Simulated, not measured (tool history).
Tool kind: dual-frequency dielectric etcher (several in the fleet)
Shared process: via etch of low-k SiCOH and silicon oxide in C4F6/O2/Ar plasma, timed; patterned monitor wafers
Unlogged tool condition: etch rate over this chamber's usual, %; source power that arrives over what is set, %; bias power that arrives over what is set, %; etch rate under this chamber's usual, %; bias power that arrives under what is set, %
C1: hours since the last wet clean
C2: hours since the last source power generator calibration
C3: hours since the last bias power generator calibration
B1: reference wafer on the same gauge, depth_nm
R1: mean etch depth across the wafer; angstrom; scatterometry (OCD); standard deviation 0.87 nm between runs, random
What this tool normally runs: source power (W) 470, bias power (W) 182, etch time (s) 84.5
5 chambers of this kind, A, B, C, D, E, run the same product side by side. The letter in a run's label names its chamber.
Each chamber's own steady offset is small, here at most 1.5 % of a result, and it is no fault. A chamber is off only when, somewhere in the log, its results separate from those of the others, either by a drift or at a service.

Run 1A, hour 7.8: usual settings; C1 229.1; C2 2290.5; C3 1510.1; B1 229.88. Result: R1 2528.3 angstrom.
Run 2B, hour 15.4: usual settings; C1 224.4; C2 1349.9; C3 2202.5; B1 230.02. Result: R1 2528.3 angstrom.
Run 3C, hour 24.5: usual settings; C1 592.5; C2 694.9; C3 1335.4; B1 229.96. Result: R1 2513.4 angstrom.
At hour 30.6: chamber C: wet clean of the chamber.
Run 4D, hour 31.6: usual settings; C1 317.4; C2 3102.7; C3 1804.4; B1 230.16. Result: R1 2535.0 angstrom.
At hour 39.6: chamber A: source power generator calibrated.
Run 5E, hour 41.3: usual settings; C1 314.9; C2 1556.2; C3 4065.0; B1 229.97. Result: R1 2498.8 angstrom.
Run 6E, hour 51.5: usual settings; C1 325.1; C2 1566.4; C3 4075.2; B1 229.74. Result: R1 2507.8 angstrom.
Run 7D, hour 56.7: usual settings; C1 342.5; C2 3127.8; C3 1829.5; B1 230.06. Result: R1 2521.5 angstrom.
Run 8C, hour 63.5: usual settings; C1 32.9; C2 733.9; C3 1374.4; B1 229.93. Result: R1 2516.8 angstrom.
Run 9B, hour 72.5: usual settings; C1 281.5; C2 1407.0; C3 2259.6; B1 230.05. Result: R1 2527.1 angstrom.
Run 10A, hour 80.5: usual settings; C1 301.8; C2 41.0; C3 1582.8; B1 229.80. Result: R1 2536.4 angstrom.
At hour 81.7: chamber D: wet clean of the chamber.
Run 11B, hour 88.1: usual settings; C1 297.1; C2 1422.6; C3 2275.2; B1 229.99. Result: R1 2539.4 angstrom.
Run 12D, hour 95.0: usual settings; C1 13.3; C2 3166.1; C3 1867.8; B1 229.78. Result: R1 2544.6 angstrom.
Run 13A, hour 104.0: usual settings; C1 325.3; C2 64.5; C3 1606.3; B1 229.99. Result: R1 2518.8 angstrom.
Run 14E, hour 111.5: usual settings; C1 385.1; C2 1626.4; C3 4135.2; B1 229.88. Result: R1 2517.0 angstrom.
Run 15C, hour 118.8: usual settings; C1 88.2; C2 789.2; C3 1429.7; B1 230.11. Result: R1 2510.3 angstrom.
Run 16E, hour 126.5: usual settings; C1 400.1; C2 1641.4; C3 4150.2; B1 230.03. Result: R1 2500.9 angstrom.
At hour 132.2: chamber E: wet clean of the chamber.
Run 17D, hour 136.1: usual settings; C1 54.4; C2 3207.2; C3 1908.9; B1 229.98. Result: R1 2533.5 angstrom.
Run 18C, hour 146.3: usual settings; C1 115.7; C2 816.7; C3 1457.2; B1 230.09. Result: R1 2521.2 angstrom.
Run 19A, hour 153.2: usual settings; C1 374.5; C2 113.7; C3 1655.5; B1 229.78. Result: R1 2534.4 angstrom.
Run 20B, hour 162.9: usual settings; C1 371.9; C2 1497.4; C3 2350.0; B1 229.98. Result: R1 2536.2 angstrom.
Run 21E, hour 169.9: usual settings; C1 37.8; C2 1684.8; C3 4193.6; B1 229.97. Result: R1 2409.5 angstrom.
Run 22A, hour 174.8: usual settings but source power (W) 510, etch time (s) 70.5; C1 396.1; C2 135.3; C3 1677.1; B1 230.09. Result: R1 2173.4 angstrom.
Run 23B, hour 180.3: usual settings but source power (W) 510, etch time (s) 70.5; C1 389.3; C2 1514.8; C3 2367.4; B1 229.84. Result: R1 2172.4 angstrom.
Run 24D, hour 190.3: usual settings but source power (W) 510, etch time (s) 70.5; C1 108.6; C2 3261.4; C3 1963.1; B1 230.10. Result: R1 2176.2 angstrom.
At hour 191.1: chamber D: source power generator calibrated.
Run 25C, hour 195.6: usual settings but source power (W) 510, etch time (s) 70.5; C1 165.0; C2 866.0; C3 1506.5; B1 229.96. Result: R1 2170.5 angstrom.
At hour 197.8: chamber A: wet clean of the chamber.
Run 26D, hour 206.6: usual settings but source power (W) 510, etch time (s) 70.5; C1 124.9; C2 15.6; C3 1979.4; B1 230.02. Result: R1 2183.7 angstrom.
Run 27E, hour 212.7: usual settings; C1 80.6; C2 1727.6; C3 4236.4; B1 230.24. Result: R1 2402.0 angstrom.
Run 28A, hour 219.1: usual settings but bias power (W) 199; C1 21.4; C2 179.6; C3 1721.4; B1 229.97. Result: R1 2603.3 angstrom.
Run 29B, hour 227.2: usual settings but bias power (W) 199; C1 436.2; C2 1561.7; C3 2414.3; B1 230.02. Result: R1 2596.0 angstrom.
Run 30C, hour 237.5: usual settings but bias power (W) 199; C1 206.9; C2 907.9; C3 1548.4; B1 229.95. Result: R1 2594.5 angstrom.
Run 31B, hour 242.7: usual settings but bias power (W) 199; C1 451.7; C2 1577.2; C3 2429.8; B1 229.99. Result: R1 2598.0 angstrom.
Run 32D, hour 247.8: usual settings but bias power (W) 199; C1 166.1; C2 56.8; C3 2020.6; B1 229.99. Result: R1 2592.9 angstrom.
Run 33E, hour 258.2: usual settings; C1 126.1; C2 1773.1; C3 4281.9; B1 229.97. Result: R1 2394.5 angstrom.
Run 34A, hour 268.4: usual settings; C1 70.7; C2 228.9; C3 1770.7; B1 230.04. Result: R1 2544.4 angstrom.
Run 35C, hour 275.0: usual settings; C1 244.4; C2 945.4; C3 1585.9; B1 229.85. Result: R1 2537.4 angstrom.
Run 36E, hour 285.8: usual settings; C1 153.7; C2 1800.7; C3 4309.5; B1 230.01. Result: R1 2409.3 angstrom.
Run 37D, hour 291.5: usual settings; C1 209.8; C2 100.5; C3 2064.3; B1 230.09. Result: R1 2539.9 angstrom.
Run 38C, hour 302.0: usual settings; C1 271.4; C2 972.4; C3 1612.9; B1 230.07. Result: R1 2526.1 angstrom.
Run 39B, hour 311.0: usual settings but source power (W) 420, bias power (W) 217; C1 520.0; C2 1645.5; C3 2498.1; B1 230.10. Result: R1 2562.2 angstrom.
Run 40A, hour 317.5: usual settings but source power (W) 420, bias power (W) 217; C1 119.8; C2 278.0; C3 1819.8; B1 229.91. Result: R1 2558.2 angstrom.
Run 41B, hour 327.6: usual settings but source power (W) 420, bias power (W) 217; C1 536.6; C2 1662.1; C3 2514.7; B1 230.00. Result: R1 2565.3 angstrom.

Predict what each chamber gives when all 5 of them run the settings below next.
Run 42A, hour 335.6: usual settings but source power (W) 560. Result: R1 ?.
Run 42B, hour 335.6: usual settings but source power (W) 560. Result: R1 ?.
Run 42C, hour 335.6: usual settings but source power (W) 560. Result: R1 ?.
Run 42D, hour 335.6: usual settings but source power (W) 560. Result: R1 ?.
Run 42E, hour 335.6: usual settings but source power (W) 560. Result: R1 ?.

run      R1
42A  2732.5
42B  2724.1
42C  2693.7
42D  2694.6
42E  2584.3
